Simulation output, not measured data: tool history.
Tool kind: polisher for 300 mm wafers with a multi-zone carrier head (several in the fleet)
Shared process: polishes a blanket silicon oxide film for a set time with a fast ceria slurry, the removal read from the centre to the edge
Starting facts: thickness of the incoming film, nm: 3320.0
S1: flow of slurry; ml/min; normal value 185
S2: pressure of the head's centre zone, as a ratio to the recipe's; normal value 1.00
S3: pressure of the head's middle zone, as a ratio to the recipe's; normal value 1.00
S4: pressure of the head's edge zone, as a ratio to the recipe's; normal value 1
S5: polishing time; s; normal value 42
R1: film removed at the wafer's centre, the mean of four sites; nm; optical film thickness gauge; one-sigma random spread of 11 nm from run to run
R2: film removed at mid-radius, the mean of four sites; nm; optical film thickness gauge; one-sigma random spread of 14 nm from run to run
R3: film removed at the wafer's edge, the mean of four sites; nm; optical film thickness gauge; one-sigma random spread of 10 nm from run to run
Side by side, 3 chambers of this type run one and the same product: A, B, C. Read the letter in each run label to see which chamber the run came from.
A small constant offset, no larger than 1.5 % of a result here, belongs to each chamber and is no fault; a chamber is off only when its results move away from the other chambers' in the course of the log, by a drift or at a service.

At hour 3.7: chamber B: worn pad replaced by a new one.
Run 1C, hour 14.2: usual settings. Result: R1 1033.50 nm, R2 1032.30 nm, R3 1002.70 nm.
At hour 20.7: chamber C: worn pad replaced by a new one.
Run 2B, hour 28.9: usual settings. Result: R1 1005.30 nm, R2 1008.10 nm, R3 1011.60 nm.
At hour 29.6: chamber A: worn pad replaced by a new one.
At hour 39.8: chamber C: slurry nozzle cleaned.
Run 3A, hour 40.2: usual settings. Result: R1 1014.90 nm, R2 1022.60 nm, R3 982.82 nm.
Run 4A, hour 47.3: usual settings. Result: R1 1010.50 nm, R2 1034.50 nm, R3 996.24 nm.
At hour 55.1: chamber A: centre zone pressure recalibrated.
Run 5B, hour 58.5: usual settings. Result: R1 1001.00 nm, R2 1019.40 nm, R3 1004.40 nm.
Run 6C, hour 66.2: usual settings. Result: R1 1021.90 nm, R2 994.85 nm, R3 998.42 nm.
At hour 77.0: chamber B: slurry nozzle cleaned.
Run 7A, hour 77.5: usual settings. Result: R1 1021.60 nm, R2 999.02 nm, R3 1007.10 nm.
At hour 80.8: chamber B: worn pad replaced by a new one.
At hour 86.5: chamber C: centre zone pressure recalibrated.
Run 8C, hour 88.8: usual settings but S3 0.94, S5 47 s. Result: R1 1150.50 nm, R2 1040.40 nm, R3 1132.60 nm.
Run 9B, hour 100.3: usual settings but S3 0.94, S5 47 s. Result: R1 1134.30 nm, R2 1086.50 nm, R3 1139.90 nm.
Run 10C, hour 107.2: usual settings but S3 0.94, S5 47 s. Result: R1 1145.50 nm, R2 1067.90 nm, R3 1147.30 nm.
At hour 109.5: chamber C: worn pad replaced by a new one.
At hour 113.0: chamber A: worn pad replaced by a new one.
Run 11B, hour 118.5: usual settings. Result: R1 1015.50 nm, R2 1014.80 nm, R3 1007.90 nm.
Run 12A, hour 126.0: usual settings. Result: R1 1024.40 nm, R2 1026.40 nm, R3 1018.10 nm.
Run 13B, hour 133.5: usual settings. Result: R1 1011.10 nm, R2 996.17 nm, R3 1002.20 nm.
Run 14A, hour 148.2: usual settings. Result: R1 1036.00 nm, R2 1000.90 nm, R3 1021.10 nm.
At hour 155.4: chamber B: worn pad replaced by a new one.
Run 15C, hour 156.6: usual settings. Result: R1 1025.10 nm, R2 1003.90 nm, R3 1015.40 nm.
Run 16A, hour 163.5: usual settings. Result: R1 999.86 nm, R2 995.68 nm, R3 1006.60 nm.
At hour 169.7: chamber A: edge zone pressure recalibrated.
Run 17C, hour 177.6: usual settings. Result: R1 1031.20 nm, R2 1024.00 nm, R3 1023.90 nm.
At hour 186.7: chamber C: worn pad replaced by a new one.
At hour 187.0: chamber A: worn pad replaced by a new one.
Run 18B, hour 193.4: usual settings. Result: R1 1022.40 nm, R2 1009.00 nm, R3 1008.50 nm.
Run 19B, hour 201.5: usual settings. Result: R1 1003.00 nm, R2 1008.30 nm, R3 1031.80 nm.
At hour 202.6: chamber A: slurry nozzle cleaned.
Run 20A, hour 210.9: usual settings. Result: R1 1005.10 nm, R2 1033.70 nm, R3 993.92 nm.
Run 21C, hour 218.9: usual settings. Result: R1 1022.90 nm, R2 1016.80 nm, R3 1005.50 nm.
Run 22C, hour 233.9: usual settings. Result: R1 1013.10 nm, R2 1014.70 nm, R3 1012.30 nm.
At hour 242.9: chamber C: edge zone pressure recalibrated.
At hour 245.9: chamber B: worn pad replaced by a new one.
Run 23B, hour 246.7: usual settings. Result: R1 979.73 nm, R2 1038.40 nm, R3 1019.90 nm.
Run 24A, hour 261.9: usual settings. Result: R1 1040.10 nm, R2 1009.40 nm, R3 1012.10 nm.
At hour 269.4: chamber C: worn pad replaced by a new one.
At hour 273.0: chamber A: worn pad replaced by a new one.
Run 25C, hour 273.7: usual settings but S5 27 s. Result: R1 658.24 nm, R2 655.05 nm, R3 657.62 nm.
Run 26A, hour 285.0: usual settings but S5 27 s. Result: R1 650.49 nm, R2 661.05 nm, R3 654.39 nm.
Run 27B, hour 292.6: usual settings but S5 27 s. Result: R1 618.33 nm, R2 644.69 nm, R3 654.54 nm.
Run 28A, hour 304.4: usual settings. Result: R1 1001.10 nm, R2 1024.50 nm, R3 1018.20 nm.
Run 29C, hour 315.0: usual settings but S3 0.92, S5 55 s. Result: R1 1342.20 nm, R2 1210.30 nm, R3 1332.00 nm.
Run 30B, hour 330.2: usual settings but S3 0.92, S5 55 s. Result: R1 1230.80 nm, R2 1226.70 nm, R3 1327.50 nm.
At hour 330.8: chamber B: worn pad replaced by a new one.
Run 31A, hour 337.2: usual settings but S3 0.92, S5 55 s. Result: R1 1328.00 nm, R2 1251.00 nm, R3 1304.60 nm.
Run 32C, hour 349.5: usual settings. Result: R1 1018.60 nm, R2 994.91 nm, R3 1018.30 nm.
At hour 352.1: chamber C: worn pad replaced by a new one.
At hour 359.4: chamber A: worn pad replaced by a new one.
Run 33B, hour 362.8: usual settings. Result: R1 933.87 nm, R2 990.59 nm, R3 1017.50 nm.
Run 34A, hour 374.9: usual settings but S2 1.06. Result: R1 1101.10 nm, R2 988.50 nm, R3 1003.30 nm.
Run 35B, hour 382.1: usual settings but S2 1.06. Result: R1 987.36 nm, R2 1011.20 nm, R3 1031.40 nm.
Run 36C, hour 392.7: usual settings but S2 1.06. Result: R1 1091.70 nm, R2 1009.10 nm, R3 1008.20 nm.
At hour 407.4: chamber B: worn pad replaced by a new one.
Run 37B, hour 407.6: usual settings. Result: R1 904.50 nm, R2 995.30 nm, R3 1009.20 nm.

For the next run the whole fleet of 3 chambers uses the same settings. Give each chamber's results:
Run 38A, hour 418.9: usual settings. Result: R1 ?, R2 ?, R3 ?.
Run 38B, hour 418.9: usual settings. Result: R1 ?, R2 ?, R3 ?.
Run 38C, hour 418.9: usual settings. Result: R1 ?, R2 ?, R3 ?.

run       R1       R2       R3
38A  1009.10  1016.70  1003.70
38B   903.03  1012.80  1003.50
38C  1026.70   987.36  1003.60

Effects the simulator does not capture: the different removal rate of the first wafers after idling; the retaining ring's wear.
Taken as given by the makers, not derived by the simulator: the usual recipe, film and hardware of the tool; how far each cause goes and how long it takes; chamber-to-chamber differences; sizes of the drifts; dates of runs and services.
